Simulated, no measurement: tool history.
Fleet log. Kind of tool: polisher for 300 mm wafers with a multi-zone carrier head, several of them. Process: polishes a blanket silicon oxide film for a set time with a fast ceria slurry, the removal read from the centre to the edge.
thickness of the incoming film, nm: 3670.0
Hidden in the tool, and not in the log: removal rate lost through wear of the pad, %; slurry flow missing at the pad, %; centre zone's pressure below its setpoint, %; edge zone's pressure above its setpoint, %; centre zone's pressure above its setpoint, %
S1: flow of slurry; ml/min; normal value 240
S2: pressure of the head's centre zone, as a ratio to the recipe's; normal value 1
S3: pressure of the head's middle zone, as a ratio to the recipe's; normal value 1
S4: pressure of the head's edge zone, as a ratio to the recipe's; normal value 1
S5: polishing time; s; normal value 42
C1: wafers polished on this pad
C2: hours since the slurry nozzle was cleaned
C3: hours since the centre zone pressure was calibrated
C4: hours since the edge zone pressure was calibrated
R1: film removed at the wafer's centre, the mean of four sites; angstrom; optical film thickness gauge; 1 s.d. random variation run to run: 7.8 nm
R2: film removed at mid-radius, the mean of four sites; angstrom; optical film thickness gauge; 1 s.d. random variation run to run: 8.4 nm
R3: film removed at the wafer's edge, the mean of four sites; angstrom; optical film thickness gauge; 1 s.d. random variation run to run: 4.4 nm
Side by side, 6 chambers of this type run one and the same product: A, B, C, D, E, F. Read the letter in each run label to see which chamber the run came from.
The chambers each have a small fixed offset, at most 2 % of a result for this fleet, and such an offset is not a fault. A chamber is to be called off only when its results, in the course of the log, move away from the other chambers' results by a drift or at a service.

At hour 6.1: chamber E: worn pad replaced by a new one.
Run 1B, hour 12.9: usual settings; C1 834; C2 111.6; C3 628.3; C4 887.1. Result: R1 5986.1 angstrom, R2 6182.4 angstrom, R3 6270.2 angstrom.
At hour 15: chamber C: worn pad replaced by a new one.
Run 2F, hour 21.4: usual settings; C1 385; C2 105.3; C3 78.4; C4 26.4. Result: R1 5999 angstrom, R2 6013.7 angstrom, R3 6124.8 angstrom.
Run 3A, hour 30.8: usual settings; C1 1036; C2 184.3; C3 718.8; C4 44.6. Result: R1 6069.4 angstrom, R2 6272.6 angstrom, R3 6136.2 angstrom.
At hour 41.2: chamber D: slurry nozzle cleaned.
Run 4C, hour 44.5: usual settings; C1 202; C2 541.2; C3 734.8; C4 101.1. Result: R1 6201.2 angstrom, R2 6150.2 angstrom, R3 6154.5 angstrom.
At hour 56.1: chamber F: worn pad replaced by a new one.
At hour 59.1: chamber C: slurry nozzle cleaned.
Run 5E, hour 60.5: usual settings; C1 373; C2 132.6; C3 286.7; C4 1240.1. Result: R1 6270.8 angstrom, R2 6115.4 angstrom, R3 6214.4 angstrom.
Run 6D, hour 70.4: usual settings; C1 1004; C2 29.3; C3 594.9; C4 1066.3. Result: R1 6226.7 angstrom, R2 5902.4 angstrom, R3 6124.5 angstrom.
Run 7B, hour 83.6: usual settings; C1 1319; C2 182.3; C3 699; C4 957.8. Result: R1 6139.1 angstrom, R2 6074 angstrom, R3 6167.1 angstrom.
At hour 86.9: chamber D: worn pad replaced by a new one.
At hour 90.1: chamber B: worn pad replaced by a new one.
At hour 92.8: chamber E: edge zone pressure recalibrated.
Run 8C, hour 97: usual settings but S4 0.96, S5 48 s; C1 562; C2 38; C3 787.3; C4 153.6. Result: R1 7138.1 angstrom, R2 6978.6 angstrom, R3 6884.9 angstrom.
Run 9A, hour 110: usual settings but S4 0.96, S5 48 s; C1 1579; C2 263.5; C3 798; C4 123.8. Result: R1 6933.2 angstrom, R2 7014.9 angstrom, R3 6849.7 angstrom.
At hour 116.6: chamber E: worn pad replaced by a new one.
Run 10F, hour 119.6: usual settings but S4 0.96, S5 48 s; C1 435; C2 203.5; C3 176.6; C4 124.6. Result: R1 6927.7 angstrom, R2 6976.3 angstrom, R3 6882.6 angstrom.
Run 11D, hour 128.3: usual settings but S4 0.96, S5 48 s; C1 284; C2 87.2; C3 652.8; C4 1124.2. Result: R1 7077.5 angstrom, R2 6853.1 angstrom, R3 6799.1 angstrom.
At hour 141.4: chamber D: edge zone pressure recalibrated.
Run 12E, hour 144.5: usual settings but S4 0.96, S5 48 s; C1 191; C2 216.6; C3 370.7; C4 51.7. Result: R1 7096.8 angstrom, R2 7225.1 angstrom, R3 6952.3 angstrom.
At hour 152.7: chamber F: worn pad replaced by a new one.
Run 13B, hour 159.8: usual settings but S4 0.96, S5 48 s; C1 478; C2 258.5; C3 775.2; C4 1034. Result: R1 6872.3 angstrom, R2 7071.8 angstrom, R3 7062.3 angstrom.
At hour 163.5: chamber A: centre zone pressure recalibrated.
Run 14A, hour 167.6: usual settings; C1 1975; C2 321.1; C3 4.2; C4 181.4. Result: R1 6101.1 angstrom, R2 5932.5 angstrom, R3 5978.8 angstrom.
Run 15D, hour 174.8: usual settings; C1 603; C2 133.7; C3 699.3; C4 33.4. Result: R1 6042.3 angstrom, R2 6223.3 angstrom, R3 6124.1 angstrom.
At hour 178.9: chamber C: worn pad replaced by a new one.
Run 16E, hour 188.6: usual settings; C1 494; C2 260.7; C3 414.8; C4 95.8. Result: R1 6202.9 angstrom, R2 6073.4 angstrom, R3 6111.8 angstrom.
Run 17F, hour 203.6: usual settings but S1 170 ml/min, S4 0.91; C1 349; C2 287.5; C3 260.6; C4 208.6. Result: R1 5677.1 angstrom, R2 5618.6 angstrom, R3 5611.3 angstrom.
Run 18C, hour 211.2: usual settings but S1 170 ml/min, S4 0.91; C1 221; C2 152.2; C3 901.5; C4 267.8. Result: R1 5857 angstrom, R2 5935 angstrom, R3 5655.9 angstrom.
At hour 213.6: chamber E: worn pad replaced by a new one.
Run 19E, hour 221.3: usual settings but S1 170 ml/min, S4 0.91; C1 52; C2 293.4; C3 447.5; C4 128.5. Result: R1 5896.5 angstrom, R2 5940.9 angstrom, R3 5773.4 angstrom.
At hour 229.6: chamber B: edge zone pressure recalibrated.
Run 20B, hour 233.9: usual settings but S1 170 ml/min, S4 0.91; C1 986; C2 332.6; C3 849.3; C4 4.4. Result: R1 5844.8 angstrom, R2 5646.8 angstrom, R3 5709.1 angstrom.
Run 21D, hour 245.4: usual settings but S1 170 ml/min, S4 0.91; C1 1087; C2 204.3; C3 769.9; C4 104. Result: R1 5867.4 angstrom, R2 5747 angstrom, R3 5658.7 angstrom.
At hour 249.9: chamber B: worn pad replaced by a new one.
At hour 250.9: chamber F: worn pad replaced by a new one.
Run 22F, hour 260.3: usual settings but S1 170 ml/min, S4 0.91; C1 65; C2 344.2; C3 317.3; C4 265.3. Result: R1 5607.8 angstrom, R2 5809.6 angstrom, R3 5596.7 angstrom.
At hour 263.8: chamber B: centre zone pressure recalibrated.
Run 23A, hour 275.5: usual settings; C1 2715; C2 429; C3 112.1; C4 289.3. Result: R1 5828.2 angstrom, R2 6001.8 angstrom, R3 5872 angstrom.
Run 24C, hour 287.9: usual settings; C1 747; C2 228.9; C3 978.2; C4 344.5. Result: R1 6210.3 angstrom, R2 6097.9 angstrom, R3 6234.3 angstrom.
At hour 291.3: chamber D: worn pad replaced by a new one.
Run 25C, hour 295.7: usual settings; C1 801; C2 236.7; C3 986; C4 352.3. Result: R1 6158.9 angstrom, R2 6263.5 angstrom, R3 6213.5 angstrom.
Run 26A, hour 309.5: usual settings; C1 2948; C2 463; C3 146.1; C4 323.3. Result: R1 5869.8 angstrom, R2 5925.4 angstrom, R3 5879.4 angstrom.
At hour 323: chamber E: worn pad replaced by a new one.
Run 27D, hour 323.7: usual settings; C1 222; C2 282.6; C3 848.2; C4 182.3. Result: R1 6239.7 angstrom, R2 6160.2 angstrom, R3 6150.7 angstrom.
Run 28E, hour 335.6: usual settings but S2 0.92, S3 1.08; C1 86; C2 407.7; C3 561.8; C4 242.8. Result: R1 5759.9 angstrom, R2 6578.5 angstrom, R3 6199.2 angstrom.
At hour 337.8: chamber C: worn pad replaced by a new one.
Run 29F, hour 343.9: usual settings but S2 0.92, S3 1.08; C1 638; C2 427.8; C3 400.9; C4 348.9. Result: R1 5353.2 angstrom, R2 6508.4 angstrom, R3 6091.5 angstrom.
At hour 357: chamber F: worn pad replaced by a new one.
Run 30B, hour 358: usual settings but S2 0.92, S3 1.08; C1 741; C2 456.7; C3 94.2; C4 128.5. Result: R1 5509.9 angstrom, R2 6506.7 angstrom, R3 6248.2 angstrom.
Run 31A, hour 369: usual settings but S2 0.92, S3 1.08; C1 3356; C2 522.5; C3 205.6; C4 382.8. Result: R1 5149.7 angstrom, R2 6311 angstrom, R3 5789 angstrom.
Run 32C, hour 385.5: usual settings but S2 0.92, S3 1.08; C1 327; C2 326.5; C3 1075.8; C4 442.1. Result: R1 5654.4 angstrom, R2 6630.7 angstrom, R3 6188.8 angstrom.
Run 33D, hour 401.1: usual settings but S2 0.92, S3 1.08; C1 753; C2 360; C3 925.6; C4 259.7. Result: R1 5651.6 angstrom, R2 6541.8 angstrom, R3 6116.3 angstrom.
At hour 413: chamber F: slurry nozzle cleaned.
Run 34F, hour 414.8: usual settings; C1 396; C2 1.9; C3 471.8; C4 419.8. Result: R1 6037.5 angstrom, R2 6176.9 angstrom, R3 6106.2 angstrom.
Run 35E, hour 430.7: usual settings; C1 739; C2 502.8; C3 656.9; C4 337.9. Result: R1 6119.7 angstrom, R2 6195.9 angstrom, R3 6220.8 angstrom.
At hour 434.3: chamber B: slurry nozzle cleaned.
At hour 439.8: chamber E: worn pad replaced by a new one.
Run 36B, hour 441.6: usual settings; C1 1315; C2 7.4; C3 177.8; C4 212.1. Result: R1 6035.9 angstrom, R2 5966.1 angstrom, R3 6182.3 angstrom.
At hour 447.7: chamber F: worn pad replaced by a new one.
Run 37A, hour 448.9: usual settings; C1 3904; C2 602.4; C3 285.5; C4 462.7. Result: R1 5595.7 angstrom, R2 5698.4 angstrom, R3 5649.3 angstrom.
Run 38E, hour 456.4: usual settings but S1 315 ml/min; C1 114; C2 528.5; C3 682.6; C4 363.6. Result: R1 6497 angstrom, R2 6363.9 angstrom, R3 6264.4 angstrom.
Run 39D, hour 472.4: usual settings but S1 315 ml/min; C1 1242; C2 431.3; C3 996.9; C4 331. Result: R1 6280.1 angstrom, R2 6317.4 angstrom, R3 6303.1 angstrom.
Run 40F, hour 485.1: usual settings but S1 315 ml/min; C1 256; C2 72.2; C3 542.1; C4 490.1. Result: R1 6280.3 angstrom, R2 6209.9 angstrom, R3 6304.3 angstrom.

Decide between three cases: one chamber stands off from its peers, the gauge reading all wafers drifts, or nothing is wrong past each chamber's small offset. Where a chamber is off, say which and what most likely put it there.

Little by little, chamber A moves away from the other chambers.
Most likely cause: removal rate lost through wear of the pad, % = 8.68.
Not necessarily distinguishable in this log from: slurry flow missing at the pad, %.

Chamber A could run next with any of the 4 candidate recipes listed below; each alters the usual settings, and their results appear as question marks. Which one brings its results back in line with what the other chambers deliver on the usual settings?
Maximum distance from the other chambers' mean on the usual settings for a result to count as in line: R1 270 angstrom; R2 290 angstrom; R3 160 angstrom
Run 41A-1, hour 496.9: usual settings but S1 235 ml/min, S2 0.99, S3 1.01, S4 0.99, S5 35 s. Result: R1 ?, R2 ?, R3 ?.
Run 41A-2, hour 496.9: usual settings but S1 245 ml/min, S2 1.02, S3 0.99, S4 1.01, S5 50 s. Result: R1 ?, R2 ?, R3 ?.
Run 41A-3, hour 496.9: usual settings but S2 1.01, S5 46 s. Result: R1 ?, R2 ?, R3 ?.
Run 41A-4, hour 496.9: usual settings but S2 0.99, S5 38 s. Result: R1 ?, R2 ?, R3 ?.

Average result of the remaining chambers running the usual settings: R1 6124.1 angstrom; R2 6104.9 angstrom; R3 6145.3 angstrom
  run      R1      R2      R3
41A-1    4582  4682.2  4663.4
41A-2  6799.6  6599.3    6760
41A-3  6172.3  6112.8  6174.3
41A-4  4988.6  5050.3  5100.5
Change 41A-3 lands the chamber within the allowed miss of the other chambers.
